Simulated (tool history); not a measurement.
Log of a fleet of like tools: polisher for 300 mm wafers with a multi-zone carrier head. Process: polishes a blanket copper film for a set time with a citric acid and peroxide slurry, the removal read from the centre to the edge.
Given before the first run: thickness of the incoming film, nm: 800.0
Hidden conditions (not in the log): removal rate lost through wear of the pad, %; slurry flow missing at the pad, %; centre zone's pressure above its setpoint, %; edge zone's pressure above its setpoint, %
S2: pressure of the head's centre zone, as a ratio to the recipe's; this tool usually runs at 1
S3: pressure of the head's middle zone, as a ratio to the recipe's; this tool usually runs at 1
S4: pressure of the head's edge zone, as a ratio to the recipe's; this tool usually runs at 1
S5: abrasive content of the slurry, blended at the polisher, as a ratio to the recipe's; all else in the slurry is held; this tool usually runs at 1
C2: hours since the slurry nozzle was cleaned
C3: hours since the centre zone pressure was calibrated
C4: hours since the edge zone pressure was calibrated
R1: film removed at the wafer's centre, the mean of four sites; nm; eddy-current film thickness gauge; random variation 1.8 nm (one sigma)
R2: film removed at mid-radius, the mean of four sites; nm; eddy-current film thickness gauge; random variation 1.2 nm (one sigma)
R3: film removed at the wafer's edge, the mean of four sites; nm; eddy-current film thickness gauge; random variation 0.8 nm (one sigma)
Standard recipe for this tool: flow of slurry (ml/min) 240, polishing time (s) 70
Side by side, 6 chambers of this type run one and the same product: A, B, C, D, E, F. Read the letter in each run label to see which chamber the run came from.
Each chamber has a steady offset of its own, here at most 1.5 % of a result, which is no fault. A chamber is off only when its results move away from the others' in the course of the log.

Run 1D, hour 8.8: usual settings; wafers polished on this pad 304; C2 196.6; C3 764.7; C4 965.3. Result: R1 119.92 nm, R2 124.31 nm, R3 123.53 nm.
At hour 12.7: chamber E: worn pad replaced by a new one.
Run 2A, hour 16.7: usual settings; wafers polished on this pad 628; C2 376.1; C3 1197.1; C4 158.9. Result: R1 122.47 nm, R2 120.7 nm, R3 123.74 nm.
At hour 23.6: chamber F: worn pad replaced by a new one.
Run 3B, hour 25.2: usual settings; wafers polished on this pad 480; C2 98; C3 244.2; C4 849.6. Result: R1 118.9 nm, R2 121.27 nm, R3 124.73 nm.
At hour 31.6: chamber A: centre zone pressure recalibrated.
Run 4C, hour 32.7: usual settings; wafers polished on this pad 820; C2 441.1; C3 411.4; C4 199.1. Result: R1 118.1 nm, R2 122.07 nm, R3 123.66 nm.
Run 5E, hour 47.2: usual settings; wafers polished on this pad 414; C2 267.9; C3 608.7; C4 258.9. Result: R1 121.38 nm, R2 120.77 nm, R3 121.34 nm.
At hour 49.2: chamber E: slurry nozzle cleaned.
At hour 50.7: chamber A: worn pad replaced by a new one.
Run 6F, hour 60.5: usual settings; wafers polished on this pad 444; C2 180.8; C3 775.7; C4 360.6. Result: R1 126.15 nm, R2 122.1 nm, R3 122.96 nm.
At hour 70.9: chamber B: worn pad replaced by a new one.
Run 7C, hour 75.6: usual settings but S2 0.94, S3 1.06; wafers polished on this pad 1335; C2 484; C3 454.3; C4 242. Result: R1 115.15 nm, R2 129.49 nm, R3 123.69 nm.
Run 8F, hour 90.4: usual settings but S2 0.94, S3 1.06; wafers polished on this pad 803; C2 210.7; C3 805.6; C4 390.5. Result: R1 113.96 nm, R2 130.61 nm, R3 120.79 nm.
At hour 92.9: chamber C: worn pad replaced by a new one.
At hour 94.1: chamber E: worn pad replaced by a new one.
At hour 97.8: chamber D: worn pad replaced by a new one.
At hour 97.8: chamber F: worn pad replaced by a new one.
Run 9B, hour 100: usual settings but S2 0.94, S3 1.06; wafers polished on this pad 350; C2 172.8; C3 319; C4 924.4. Result: R1 117.41 nm, R2 128.76 nm, R3 123.24 nm.
Run 10D, hour 113.6: usual settings but S2 0.94, S3 1.06; wafers polished on this pad 190; C2 301.4; C3 869.5; C4 1070.1. Result: R1 117.05 nm, R2 129.9 nm, R3 124.09 nm.
Run 11E, hour 127.1: usual settings but S2 0.94, S3 1.06; wafers polished on this pad 396; C2 77.9; C3 688.6; C4 338.8. Result: R1 113.6 nm, R2 130.77 nm, R3 121.11 nm.
At hour 139.9: chamber A: worn pad replaced by a new one.
Run 12A, hour 141.6: usual settings but S2 0.94, S3 1.06; wafers polished on this pad 20; C2 501; C3 110.1; C4 283.8. Result: R1 114.25 nm, R2 126.82 nm, R3 123.02 nm.
Run 13A, hour 156.1: usual settings; wafers polished on this pad 195; C2 515.5; C3 124.6; C4 298.3. Result: R1 119.15 nm, R2 122.25 nm, R3 123.26 nm.
At hour 159: chamber B: worn pad replaced by a new one.
Run 14F, hour 163.5: usual settings; wafers polished on this pad 789; C2 283.8; C3 878.7; C4 463.6. Result: R1 120.19 nm, R2 123.74 nm, R3 121.23 nm.
At hour 163.6: chamber E: centre zone pressure recalibrated.
Run 15B, hour 171.3: usual settings; wafers polished on this pad 148; C2 244.1; C3 390.3; C4 995.7. Result: R1 123.09 nm, R2 125.36 nm, R3 121.52 nm.
At hour 175.7: chamber E: worn pad replaced by a new one.
At hour 178.5: chamber E: edge zone pressure recalibrated.
Run 16D, hour 178.9: usual settings; wafers polished on this pad 974; C2 366.7; C3 934.8; C4 1135.4. Result: R1 124.1 nm, R2 122.65 nm, R3 123.77 nm.
At hour 185: chamber F: worn pad replaced by a new one.
At hour 188.2: chamber F: slurry nozzle cleaned.
Run 17E, hour 190.9: usual settings; wafers polished on this pad 183; C2 141.7; C3 27.3; C4 12.5. Result: R1 122.28 nm, R2 122.12 nm, R3 121.89 nm.
At hour 192.8: chamber A: slurry nozzle cleaned.
At hour 197.2: chamber D: worn pad replaced by a new one.
Run 18C, hour 204.6: usual settings; wafers polished on this pad 1342; C2 613; C3 583.3; C4 371. Result: R1 121.64 nm, R2 123.91 nm, R3 124.42 nm.
At hour 211.7: chamber C: worn pad replaced by a new one.
Run 19E, hour 213.4: usual settings; wafers polished on this pad 454; C2 164.2; C3 49.8; C4 35. Result: R1 121.38 nm, R2 120.64 nm, R3 121.26 nm.
Run 20D, hour 227.1: usual settings; wafers polished on this pad 359; C2 414.9; C3 983; C4 1183.6. Result: R1 121.65 nm, R2 123.37 nm, R3 122.92 nm.
Run 21A, hour 237: usual settings; wafers polished on this pad 1167; C2 44.3; C3 205.5; C4 379.2. Result: R1 120.92 nm, R2 122.11 nm, R3 122.53 nm.
At hour 240: chamber B: worn pad replaced by a new one.
At hour 242.6: chamber A: worn pad replaced by a new one.
Run 22C, hour 246.2: usual settings; wafers polished on this pad 414; C2 654.6; C3 624.9; C4 412.6. Result: R1 120.96 nm, R2 122.58 nm, R3 123.72 nm.
Run 23B, hour 260.4: usual settings; wafers polished on this pad 245; C2 333.2; C3 479.4; C4 1084.8. Result: R1 121.19 nm, R2 120.86 nm, R3 121.77 nm.
At hour 262.7: chamber E: worn pad replaced by a new one.
At hour 270.5: chamber F: worn pad replaced by a new one.
Run 24F, hour 273: usual settings; wafers polished on this pad 31; C2 84.8; C3 988.2; C4 573.1. Result: R1 120.8 nm, R2 121.86 nm, R3 121.78 nm.
Run 25B, hour 280.6: usual settings; wafers polished on this pad 487; C2 353.4; C3 499.6; C4 1105. Result: R1 122.23 nm, R2 122.07 nm, R3 122.65 nm.
Run 26E, hour 287.9: usual settings; wafers polished on this pad 303; C2 238.7; C3 124.3; C4 109.5. Result: R1 120.72 nm, R2 120.97 nm, R3 119.59 nm.
At hour 292: chamber D: edge zone pressure recalibrated.
At hour 298.3: chamber B: edge zone pressure recalibrated.
Run 27C, hour 302.5: usual settings; wafers polished on this pad 1091; C2 710.9; C3 681.2; C4 468.9. Result: R1 120.98 nm, R2 122.94 nm, R3 122.82 nm.
At hour 309.3: chamber D: worn pad replaced by a new one.
At hour 310: chamber F: centre zone pressure recalibrated.
Run 28F, hour 312: usual settings; wafers polished on this pad 499; C2 123.8; C3 2; C4 612.1. Result: R1 123.22 nm, R2 123.63 nm, R3 122.17 nm.
At hour 313.8: chamber C: worn pad replaced by a new one.
At hour 314.9: chamber E: slurry nozzle cleaned.
At hour 317.1: chamber B: worn pad replaced by a new one.
At hour 323: chamber F: edge zone pressure recalibrated.
Run 29D, hour 324.7: usual settings; wafers polished on this pad 185; C2 512.5; C3 1080.6; C4 32.7. Result: R1 123.96 nm, R2 122.13 nm, R3 121.53 nm.
At hour 333: chamber A: worn pad replaced by a new one.
Run 30A, hour 337.3: usual settings; wafers polished on this pad 51; C2 144.6; C3 305.8; C4 479.5. Result: R1 123.98 nm, R2 120.68 nm, R3 120.8 nm.
At hour 341.1: chamber C: slurry nozzle cleaned.
Run 31B, hour 344.3: usual settings; wafers polished on this pad 327; C2 417.1; C3 563.3; C4 46. Result: R1 125.5 nm, R2 124.82 nm, R3 123.06 nm.
At hour 349.3: chamber E: worn pad replaced by a new one.
Run 32F, hour 351.9: usual settings; wafers polished on this pad 979; C2 163.7; C3 41.9; C4 29. Result: R1 120.23 nm, R2 124.34 nm, R3 120.01 nm.
Run 33C, hour 359.8: usual settings; wafers polished on this pad 553; C2 18.7; C3 738.5; C4 526.2. Result: R1 122.49 nm, R2 122.68 nm, R3 123.29 nm.
Run 34E, hour 373.8: usual settings; wafers polished on this pad 294; C2 58.9; C3 210.2; C4 195.4. Result: R1 124.69 nm, R2 122.12 nm, R3 122.62 nm.
Run 35A, hour 383.8: usual settings; wafers polished on this pad 610; C2 191.1; C3 352.3; C4 526. Result: R1 122.31 nm, R2 121.13 nm, R3 121.55 nm.
Run 36D, hour 395.3: usual settings; wafers polished on this pad 1033; C2 583.1; C3 1151.2; C4 103.3. Result: R1 122.6 nm, R2 123.24 nm, R3 123.95 nm.
Run 37E, hour 403.9: usual settings; wafers polished on this pad 656; C2 89; C3 240.3; C4 225.5. Result: R1 122.38 nm, R2 123.04 nm, R3 121.65 nm.

Next, all 6 chambers run the settings below, one line each with question marks for the results. What does each chamber give?
Run 38A, hour 414.8: usual settings. Result: R1 ?, R2 ?, R3 ?.
Run 38B, hour 414.8: usual settings. Result: R1 ?, R2 ?, R3 ?.
Run 38C, hour 414.8: usual settings. Result: R1 ?, R2 ?, R3 ?.
Run 38D, hour 414.8: usual settings. Result: R1 ?, R2 ?, R3 ?.
Run 38E, hour 414.8: usual settings. Result: R1 ?, R2 ?, R3 ?.
Run 38F, hour 414.8: usual settings. Result: R1 ?, R2 ?, R3 ?.

run      R1      R2      R3
38A  120.46  121.85  122.93
38B  122.32  122.65  122.89
38C   122.8  122.48  121.39
38D  120.32  122.94  123.84
38E  123.61  122.28  120.57
38F  122.08  123.48  123.21

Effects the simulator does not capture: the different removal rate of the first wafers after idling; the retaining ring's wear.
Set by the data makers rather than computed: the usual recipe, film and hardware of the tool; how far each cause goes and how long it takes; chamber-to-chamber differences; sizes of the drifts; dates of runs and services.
